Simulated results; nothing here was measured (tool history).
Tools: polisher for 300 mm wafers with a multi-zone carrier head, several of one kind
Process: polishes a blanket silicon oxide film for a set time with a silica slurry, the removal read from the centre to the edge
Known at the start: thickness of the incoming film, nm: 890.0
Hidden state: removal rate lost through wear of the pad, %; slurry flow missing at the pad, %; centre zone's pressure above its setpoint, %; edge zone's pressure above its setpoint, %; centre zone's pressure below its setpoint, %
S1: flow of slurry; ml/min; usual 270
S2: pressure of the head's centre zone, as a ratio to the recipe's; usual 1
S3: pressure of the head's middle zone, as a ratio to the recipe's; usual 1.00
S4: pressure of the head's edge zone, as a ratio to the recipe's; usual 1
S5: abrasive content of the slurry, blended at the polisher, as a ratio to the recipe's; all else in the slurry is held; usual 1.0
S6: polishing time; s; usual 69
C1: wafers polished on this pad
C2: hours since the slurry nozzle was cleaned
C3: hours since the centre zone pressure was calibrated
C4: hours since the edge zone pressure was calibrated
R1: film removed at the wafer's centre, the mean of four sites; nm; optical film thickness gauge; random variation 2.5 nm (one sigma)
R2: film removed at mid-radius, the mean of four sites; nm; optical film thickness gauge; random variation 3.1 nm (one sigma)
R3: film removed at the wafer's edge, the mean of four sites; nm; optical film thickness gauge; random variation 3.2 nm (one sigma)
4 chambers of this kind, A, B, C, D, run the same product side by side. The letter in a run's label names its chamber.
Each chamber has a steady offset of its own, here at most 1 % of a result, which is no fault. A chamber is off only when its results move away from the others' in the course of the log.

run  hour   S1  S2    S3  S4   S5  S6    C1     C2     C3      C4      R1      R2      R3
 1D   3.0  270   1  1.00   1  1.0  69   154  348.0   40.9    58.3  233.76  234.03  235.70
      4.8  -- chamber C: worn pad replaced by a new one
 2C   6.0  270   1  1.00   1  1.0  69    16  139.4  105.9  1411.2  238.20  234.18  237.52
 3B   8.7  270   1  1.00   1  1.0  69   229  290.3  431.2  1171.2  231.84  232.28  234.59
 4A  13.1  270   1  1.00   1  1.0  69   723   23.3  454.7   292.2  233.20  237.18  238.29
 5C  15.0  270   1  1.00   1  1.0  69   131  148.4  114.9  1420.2  233.14  230.02  238.28
 6D  17.2  270   1  1.00   1  1.0  69   336  362.2   55.1    72.5  232.61  237.13  235.06
 7B  21.1  270   1  1.00   1  1.0  69   387  302.7  443.6  1183.6  230.46  231.39  236.05
 8A  23.6  270   1  1.00   1  0.8  60   858   33.8  465.2   302.7  184.92  182.44  185.86
 9D  26.8  270   1  1.00   1  0.8  60   459  371.8   64.7    82.1  183.21  186.34  185.17
10B  30.5  270   1  1.00   1  0.8  60   508  312.1  453.0  1193.0  184.09  184.42  186.41
11A  34.8  270   1  1.00   1  0.8  60  1001   45.0  476.4   313.9  185.56  181.01  182.09
12C  37.3  270   1  0.94   1  0.9  69   416  170.7  137.2  1442.5  222.36  210.18  228.31
13C  40.7  270   1  0.94   1  0.9  69   459  174.1  140.6  1445.9  225.49  212.19  228.87
14B  42.8  270   1  0.94   1  0.9  69   665  324.4  465.3  1205.3  221.14  210.36  229.07
15A  45.5  270   1  0.94   1  0.9  69  1138   55.7  487.1   324.6  218.61  206.37  220.29
16D  48.0  270   1  1.00   1  1.0  69   730  393.0   85.9   103.3  233.39  234.69  236.32
     50.5  -- chamber C: worn pad replaced by a new one
17D  51.6  270   1  1.00   1  1.0  69   776  396.6   89.5   106.9  234.98  240.10  232.51
     52.7  -- chamber B: worn pad replaced by a new one
18A  54.1  270   1  1.00   1  1.0  69  1248   64.3  495.7   333.2  227.48  224.61  224.94
     57.3  -- chamber D: worn pad replaced by a new one
19C  58.3  270   1  1.00   1  1.0  69   100  191.7  158.2  1463.5  234.94  236.75  231.73
20B  61.3  270   1  1.00   1  1.0  84   110  342.9  483.8  1223.8  289.50  286.85  284.88
21C  65.1  270   1  1.00   1  1.0  84   187  198.5  165.0  1470.3  287.42  281.43  280.10
22A  69.0  270   1  1.00   1  1.0  84  1438   79.2  510.6   348.1  266.20  268.26  269.27
23D  72.3  270   1  1.00   1  1.0  84   193  417.3  110.2   127.6  286.19  290.33  285.66
24B  74.7  270   1  1.00   1  1.0  69   282  356.3  497.2  1237.2  237.60  233.20  237.57
25C  77.0  270   1  1.00   1  1.0  69   339  210.4  176.9  1482.2  232.95  241.03  230.12
26D  80.4  270   1  1.00   1  1.0  69   296  425.4  118.3   135.7  235.65  236.57  236.54
     81.2  -- chamber B: slurry nozzle cleaned
27B  84.1  270   1  1.00   1  1.0  69   402    2.9  506.6  1246.6  234.32  236.62  231.55
28A  86.6  270   1  1.00   1  1.0  69  1663   96.8  528.2   365.7  213.13  211.99  211.51
29A  90.3  270   1  1.00   1  1.0  69  1711  100.5  531.9   369.4  211.33  215.80  208.17

Next, every chamber runs the same settings. What will each give?
30A  93.4  270   1  1.07   1  1.0  69                   ?   ?   ?
30B  93.4  270   1  1.07   1  1.0  69                   ?   ?   ?
30C  93.4  270   1  1.07   1  1.0  69                   ?   ?   ?
30D  93.4  270   1  1.07   1  1.0  69                   ?   ?   ?

run      R1      R2      R3
30A  212.44  228.69  213.24
30B  234.02  249.94  233.22
30C  235.23  256.55  235.48
30D  236.46  251.71  226.21

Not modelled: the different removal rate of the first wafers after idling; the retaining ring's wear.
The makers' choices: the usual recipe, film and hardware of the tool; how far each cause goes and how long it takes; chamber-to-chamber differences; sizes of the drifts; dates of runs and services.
